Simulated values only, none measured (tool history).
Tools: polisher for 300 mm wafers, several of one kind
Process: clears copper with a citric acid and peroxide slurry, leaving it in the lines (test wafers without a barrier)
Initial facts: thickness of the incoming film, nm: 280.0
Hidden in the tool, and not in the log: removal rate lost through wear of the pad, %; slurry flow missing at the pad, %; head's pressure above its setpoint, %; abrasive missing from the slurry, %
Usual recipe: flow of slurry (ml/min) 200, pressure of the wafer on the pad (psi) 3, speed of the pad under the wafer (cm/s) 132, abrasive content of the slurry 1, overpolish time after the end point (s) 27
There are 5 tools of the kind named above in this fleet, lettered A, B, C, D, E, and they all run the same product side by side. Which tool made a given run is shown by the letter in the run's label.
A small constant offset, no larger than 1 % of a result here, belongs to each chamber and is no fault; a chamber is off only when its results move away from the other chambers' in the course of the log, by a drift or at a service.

run	hour	flow of slurry (ml/min)	pressure of the wafer on the pad (psi)	speed of the pad under the wafer (cm/s)	abrasive content of the slurry	overpolish time after the end point (s)	wafers polished on this pad	hours since the slurry nozzle was cleaned	hours since the head pressure was calibrated	hours since the slurry blender was calibrated	time until the end point was called (s)	dishing of a wide line in a test structure (angstrom)
1C	9.1	200	3	132	1	27	184	263.1	597.1	397.9	97.995	414.83
2B	17.2	200	3	132	1	27	561	457.8	284.8	19.2	98.754	412.58
# hour 17.9: chamber D: slurry blender recalibrated
# hour 21.6: chamber C: slurry blender recalibrated
3E	24.6	200	3	132	1	27	289	55.4	74.9	30.2	102.3	402.2
# hour 29.1: chamber D: slurry nozzle cleaned
4A	31.9	200	3	132	1	27	558	68.7	102.5	44.6	98.235	407.95
# hour 36.3: chamber A: worn pad replaced by a new one
# hour 40.1: chamber D: worn pad replaced by a new one
5D	40.2	200	3	132	1	27	0	11.1	60.8	22.3	98.168	398.9
6B	45.3	200	3	132	1	27	803	485.9	312.9	47.3	96.922	410.89
# hour 47.8: chamber B: worn pad replaced by a new one
7A	50.9	200	3	132	1	27	126	87.7	121.5	63.6	98.716	423.85
# hour 53.4: chamber C: worn pad replaced by a new one
8E	55.9	200	3	132	0.8	27	558	86.7	106.2	61.5	106.56	413.11
9C	60.7	200	3	132	0.8	27	62	314.7	648.7	39.1	100.79	397.94
10D	68.1	200	3	132	0.8	27	240	39	88.7	50.2	107.85	393.99
11D	78.1	200	3	132	0.8	27	326	49	98.7	60.2	106.8	396.65
12A	87.7	200	3	132	0.8	27	442	124.5	158.3	100.4	106.81	408.13
# hour 90.1: chamber A: worn pad replaced by a new one
13B	97	200	3	92	1	27	423	537.6	364.6	99	136.12	333.1
14E	106.5	200	3	92	1	27	993	137.3	156.8	112.1	142.71	327.31
# hour 108.8: chamber C: worn pad replaced by a new one
15C	113.2	200	3	92	1	27	37	367.2	701.2	91.6	138.03	317.77
# hour 113.7: chamber E: worn pad replaced by a new one
16B	118	200	3	92	1	27	604	558.6	385.6	120	143.73	323.5
# hour 123.8: chamber B: slurry blender recalibrated
# hour 125.5: chamber A: slurry blender recalibrated
17D	127.5	200	3	92	1	27	751	98.4	148.1	109.6	143.27	323.16
# hour 133.9: chamber B: worn pad replaced by a new one
18A	136	200	3	132	1	27	394	172.8	206.6	10.5	100.06	411.29
# hour 143: chamber E: slurry blender recalibrated
# hour 144.7: chamber D: worn pad replaced by a new one
19E	145.5	200	3	132	1	27	273	176.3	195.8	2.6	101.77	419.27
# hour 151: chamber A: worn pad replaced by a new one
20C	152.3	200	3.8	160	1	27	373	406.3	740.3	130.7	65.462	525.72
21C	158.8	200	3.8	160	1	27	429	412.8	746.8	137.2	66.323	529.62
22D	167.6	200	3.8	160	1	27	197	138.5	188.2	149.7	64.583	554.72
23B	172.9	200	3.8	160	1	27	335	613.5	440.5	49.2	65.998	540.54
# hour 180.2: chamber C: worn pad replaced by a new one
24E	180.6	200	3.8	160	1	27	575	211.4	230.9	37.7	66.234	533.1
25A	188.5	200	3	132	1	27	322	225.3	259.1	63	98.365	417.47
# hour 193.6: chamber C: head pressure recalibrated
26D	196.7	200	3	132	1	27	447	167.6	217.3	178.8	98.107	417.97
# hour 203.1: chamber D: slurry blender recalibrated
27C	206.4	200	3	132	1	27	225	460.4	12.9	184.8	98.198	413.4
# hour 211.7: chamber A: worn pad replaced by a new one
28B	215.9	150	3.3	132	1	27	705	656.5	483.5	92.2	92.264	419.08
29E	224.4	150	3.3	132	1	27	951	255.2	274.7	81.5	92.857	431.19
# hour 224.9: chamber A: slurry nozzle cleaned
30A	231.3	150	3.3	132	1	27	168	6.5	301.9	105.8	91.984	419.87
# hour 239.5: chamber B: slurry blender recalibrated
31E	240.6	150	3.3	132	1	27	1090	271.4	290.9	97.7	91.098	432.6
# hour 243.5: chamber B: worn pad replaced by a new one
# hour 245: chamber C: worn pad replaced by a new one
32A	250.1	150	3.3	132	1	27	330	25.3	320.7	124.6	94.422	430.11
33B	256.8	200	3	132	1	27	114	697.4	524.4	17.3	97.018	423.1
# hour 259.8: chamber A: slurry blender recalibrated
# hour 262.5: chamber D: slurry nozzle cleaned
34C	266	200	3.4	168	1	27	180	520	72.5	244.4	71.619	502.41
35D	274.4	200	3.4	168	1	27	1115	11.9	295	71.3	67.95	538.27
# hour 275.3: chamber D: worn pad replaced by a new one
# hour 277.2: chamber A: worn pad replaced by a new one
36A	281	200	3.4	168	1	27	33	56.2	351.6	21.3	69.661	525.27
37C	290.6	200	3.4	168	1	27	392	544.6	97.1	269	68.336	516.95
38B	295	200	3.4	168	1	27	443	735.6	562.6	55.5	67.424	511.56
39D	303.4	200	3	132	1	27	242	40.9	324	100.3	98.712	415.57

Read the log: is a single chamber off, either drifting away or since a service, is the gauge that measures every chamber drifting, or is nothing wrong beyond small per-chamber offsets? Name any odd chamber and what most likely caused it.

No chamber is off and the gauge is stable; the differences are just each chamber's small, constant offset.
